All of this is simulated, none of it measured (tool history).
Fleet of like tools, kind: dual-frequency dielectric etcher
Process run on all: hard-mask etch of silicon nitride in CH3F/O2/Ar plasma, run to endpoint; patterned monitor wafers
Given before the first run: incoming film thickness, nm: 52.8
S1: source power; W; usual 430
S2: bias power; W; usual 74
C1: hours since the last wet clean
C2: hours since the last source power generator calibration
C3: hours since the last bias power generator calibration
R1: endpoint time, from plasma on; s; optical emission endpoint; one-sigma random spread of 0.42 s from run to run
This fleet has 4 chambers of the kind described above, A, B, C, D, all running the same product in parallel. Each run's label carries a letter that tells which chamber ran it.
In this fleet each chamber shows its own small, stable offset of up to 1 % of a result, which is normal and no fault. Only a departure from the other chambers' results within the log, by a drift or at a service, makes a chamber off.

run,day,S1,S2,C1,C2,C3,R1
1C,0.371,430,74,176.3,1501.4,1823.9,73.610
# day 0.808: chamber A: bias power generator calibrated
2D,0.925,430,74,155.1,2261.3,1754.5,73.722
3A,1.475,430,74,410.5,99.7,16.0,72.745
4B,1.912,430,74,338.5,74.7,2233.3,73.848
5A,2.279,430,74,429.8,119.0,35.3,73.574
6D,2.679,430,74,197.2,2303.4,1796.6,73.810
7B,3.329,430,74,372.5,108.7,2267.3,73.414
8C,3.675,430,74,255.6,1580.7,1903.2,72.857
9B,4.029,430,74,389.3,125.5,2284.1,74.044
10A,4.567,430,74,484.7,173.9,90.2,72.900
11D,4.983,430,74,252.5,2358.7,1851.9,72.941
12C,5.588,430,74,301.5,1626.6,1949.1,73.498
13A,6.204,430,83,524.0,213.2,129.5,71.074
14D,6.779,430,83,295.6,2401.8,1895.0,69.988
# day 6.783: chamber C: source power generator calibrated
# day 7.262: chamber D: wet clean of the chamber
15C,7.375,430,83,344.4,14.3,1992.0,70.084
16B,7.862,430,83,481.3,217.5,2376.1,70.303
17C,8.442,430,74,370.0,39.9,2017.6,73.115
# day 8.475: chamber B: wet clean of the chamber
18A,9.062,430,74,592.6,281.8,198.1,73.711
19D,9.579,330,62,55.6,2469.0,1962.2,89.811
20B,9.929,330,62,35.0,267.1,2425.7,86.706
21B,10.329,330,62,44.6,276.7,2435.3,87.682
22A,10.862,330,62,635.8,325.0,241.3,87.530
23C,11.483,430,74,443.0,112.9,2090.6,73.048
24D,11.838,430,74,109.8,2523.2,2016.4,75.000
25B,12.458,430,74,95.7,327.8,2486.4,73.159
26A,12.888,430,74,684.4,373.6,289.9,73.531
27D,13.238,430,74,143.4,2556.8,2050.0,75.291
# day 13.433: chamber A: wet clean of the chamber
28C,13.533,430,74,492.2,162.1,2139.8,72.618
29A,13.888,430,74,11.0,397.6,313.9,73.409
30D,14.212,430,74,166.8,2580.2,2073.4,75.394
31C,14.550,430,74,516.6,186.5,2164.2,72.666
32B,14.838,430,74,152.8,384.9,2543.5,74.011
33B,15.417,430,74,166.7,398.8,2557.4,73.568
34D,15.867,430,74,206.5,2619.9,2113.1,75.468
35C,16.433,430,74,561.8,231.7,2209.4,72.667
36A,16.875,430,74,82.7,469.3,385.6,73.547
37A,17.467,430,74,96.9,483.5,399.8,73.488
38C,18.008,430,83,599.6,269.5,2247.2,70.121

Has any chamber moved away from the others, gradually or after a service, or does the common gauge drift, or do the chambers differ only by their own small steady offsets? State the chamber and the most likely cause if one applies.

Chamber D came out of a service off from its peers and stayed that way.
Likeliest cause: etch rate under this chamber's usual, % = 2.9.

Here are 4 candidates for chamber D's next run, each the usual settings with a change, their results left as question marks. Which one brings its results back in line with what the others give on the usual settings?
To be in line, a result may differ from the other chambers' mean on the usual settings by at most: R1 1.500 s
39D-1,18.479,410,71,,,,?
39D-2,18.479,390,68,,,,?
39D-3,18.479,470,80,,,,?
39D-4,18.479,470,74,,,,?

Other chambers, usual settings, mean: R1 73.341 s
run,R1
39D-1,78.239
39D-2,80.910
39D-3,71.328
39D-4,73.282
With 39D-4, the chamber falls back in line with the rest.
